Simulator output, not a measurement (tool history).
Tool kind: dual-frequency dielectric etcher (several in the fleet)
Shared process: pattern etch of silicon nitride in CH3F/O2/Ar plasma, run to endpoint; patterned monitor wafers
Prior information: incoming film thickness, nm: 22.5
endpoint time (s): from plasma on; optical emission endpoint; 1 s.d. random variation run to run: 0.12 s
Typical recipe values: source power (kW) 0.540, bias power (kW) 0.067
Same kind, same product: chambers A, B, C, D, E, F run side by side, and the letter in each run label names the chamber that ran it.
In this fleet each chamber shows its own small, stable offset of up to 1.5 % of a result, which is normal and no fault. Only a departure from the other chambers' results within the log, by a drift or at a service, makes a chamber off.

run 1F hour=9.7 | source_power_(kW)=0.540 bias_power_(kW)=0.067 | endpoint_time_(s)=30.139
run 2A hour=22.6 | source_power_(kW)=0.540 bias_power_(kW)=0.067 | endpoint_time_(s)=29.321
run 3B hour=31.2 | source_power_(kW)=0.540 bias_power_(kW)=0.067 | endpoint_time_(s)=29.717
run 4D hour=44.7 | source_power_(kW)=0.540 bias_power_(kW)=0.067 | endpoint_time_(s)=29.444
run 5E hour=56.1 | source_power_(kW)=0.540 bias_power_(kW)=0.067 | endpoint_time_(s)=29.751
run 6C hour=64.2 | source_power_(kW)=0.540 bias_power_(kW)=0.067 | endpoint_time_(s)=29.211
-- hour=64.4 chamber C: source power generator calibrated
run 7E hour=72.4 | source_power_(kW)=0.540 bias_power_(kW)=0.067 | endpoint_time_(s)=29.851
run 8F hour=85.8 | source_power_(kW)=0.540 bias_power_(kW)=0.082 | endpoint_time_(s)=27.946
run 9C hour=92.4 | source_power_(kW)=0.540 bias_power_(kW)=0.082 | endpoint_time_(s)=27.454
run 10A hour=105.1 | source_power_(kW)=0.540 bias_power_(kW)=0.082 | endpoint_time_(s)=27.653
-- hour=107.2 chamber A: wet clean of the chamber
run 11D hour=114.0 | source_power_(kW)=0.540 bias_power_(kW)=0.082 | endpoint_time_(s)=27.714
run 12B hour=126.3 | source_power_(kW)=0.540 bias_power_(kW)=0.082 | endpoint_time_(s)=27.779
run 13D hour=134.1 | source_power_(kW)=0.540 bias_power_(kW)=0.082 | endpoint_time_(s)=27.777
run 14B hour=144.3 | source_power_(kW)=0.540 bias_power_(kW)=0.067 | endpoint_time_(s)=29.577
run 15C hour=153.4 | source_power_(kW)=0.540 bias_power_(kW)=0.067 | endpoint_time_(s)=29.503
-- hour=157.3 chamber D: bias power generator calibrated
run 16E hour=160.7 | source_power_(kW)=0.540 bias_power_(kW)=0.067 | endpoint_time_(s)=29.632
run 17A hour=167.4 | source_power_(kW)=0.480 bias_power_(kW)=0.061 | endpoint_time_(s)=31.899
-- hour=175.1 chamber B: wet clean of the chamber
run 18F hour=177.7 | source_power_(kW)=0.480 bias_power_(kW)=0.061 | endpoint_time_(s)=32.367
run 19F hour=184.2 | source_power_(kW)=0.480 bias_power_(kW)=0.061 | endpoint_time_(s)=32.462
run 20C hour=196.5 | source_power_(kW)=0.480 bias_power_(kW)=0.061 | endpoint_time_(s)=31.714
run 21A hour=205.2 | source_power_(kW)=0.480 bias_power_(kW)=0.061 | endpoint_time_(s)=31.993
run 22B hour=217.0 | source_power_(kW)=0.480 bias_power_(kW)=0.061 | endpoint_time_(s)=31.844
run 23E hour=225.5 | source_power_(kW)=0.540 bias_power_(kW)=0.067 | endpoint_time_(s)=29.783
-- hour=227.9 chamber A: source power generator calibrated
run 24D hour=235.5 | source_power_(kW)=0.540 bias_power_(kW)=0.067 | endpoint_time_(s)=30.137
run 25E hour=248.0 | source_power_(kW)=0.540 bias_power_(kW)=0.067 | endpoint_time_(s)=29.677
-- hour=250.5 chamber E: bias power generator calibrated
-- hour=253.1 chamber C: wet clean of the chamber
run 26D hour=258.9 | source_power_(kW)=0.540 bias_power_(kW)=0.067 | endpoint_time_(s)=30.095
run 27A hour=266.5 | source_power_(kW)=0.540 bias_power_(kW)=0.067 | endpoint_time_(s)=29.564
run 28F hour=274.5 | source_power_(kW)=0.540 bias_power_(kW)=0.067 | endpoint_time_(s)=30.020
run 29C hour=283.9 | source_power_(kW)=0.650 bias_power_(kW)=0.059 | endpoint_time_(s)=28.609
-- hour=289.4 chamber F: wet clean of the chamber
run 30B hour=296.7 | source_power_(kW)=0.650 bias_power_(kW)=0.059 | endpoint_time_(s)=28.749
run 31C hour=306.6 | source_power_(kW)=0.650 bias_power_(kW)=0.059 | endpoint_time_(s)=28.611
-- hour=317.8 chamber A: bias power generator calibrated
run 32D hour=318.2 | source_power_(kW)=0.650 bias_power_(kW)=0.059 | endpoint_time_(s)=29.305
run 33E hour=326.2 | source_power_(kW)=0.650 bias_power_(kW)=0.059 | endpoint_time_(s)=28.851
-- hour=329.3 chamber E: wet clean of the chamber
run 34F hour=340.1 | source_power_(kW)=0.650 bias_power_(kW)=0.059 | endpoint_time_(s)=29.115
run 35B hour=353.2 | source_power_(kW)=0.540 bias_power_(kW)=0.067 | endpoint_time_(s)=29.352
run 36A hour=367.1 | source_power_(kW)=0.540 bias_power_(kW)=0.067 | endpoint_time_(s)=29.263
run 37D hour=377.9 | source_power_(kW)=0.420 bias_power_(kW)=0.067 | endpoint_time_(s)=33.307
run 38C hour=391.6 | source_power_(kW)=0.420 bias_power_(kW)=0.067 | endpoint_time_(s)=32.456
run 39E hour=403.2 | source_power_(kW)=0.420 bias_power_(kW)=0.067 | endpoint_time_(s)=32.734
run 40F hour=413.8 | source_power_(kW)=0.420 bias_power_(kW)=0.067 | endpoint_time_(s)=33.209
run 41B hour=425.2 | source_power_(kW)=0.420 bias_power_(kW)=0.067 | endpoint_time_(s)=32.387

Next, every chamber runs the same settings. What will each give?
run 42A hour=435.8 | source_power_(kW)=0.540 bias_power_(kW)=0.067 | endpoint_time_(s)=?
run 42B hour=435.8 | source_power_(kW)=0.540 bias_power_(kW)=0.067 | endpoint_time_(s)=?
run 42C hour=435.8 | source_power_(kW)=0.540 bias_power_(kW)=0.067 | endpoint_time_(s)=?
run 42D hour=435.8 | source_power_(kW)=0.540 bias_power_(kW)=0.067 | endpoint_time_(s)=?
run 42E hour=435.8 | source_power_(kW)=0.540 bias_power_(kW)=0.067 | endpoint_time_(s)=?
run 42F hour=435.8 | source_power_(kW)=0.540 bias_power_(kW)=0.067 | endpoint_time_(s)=?

run=42A endpoint_time_(s)=29.253
run=42B endpoint_time_(s)=29.559
run=42C endpoint_time_(s)=29.343
run=42D endpoint_time_(s)=30.572
run=42E endpoint_time_(s)=29.940
run=42F endpoint_time_(s)=29.951

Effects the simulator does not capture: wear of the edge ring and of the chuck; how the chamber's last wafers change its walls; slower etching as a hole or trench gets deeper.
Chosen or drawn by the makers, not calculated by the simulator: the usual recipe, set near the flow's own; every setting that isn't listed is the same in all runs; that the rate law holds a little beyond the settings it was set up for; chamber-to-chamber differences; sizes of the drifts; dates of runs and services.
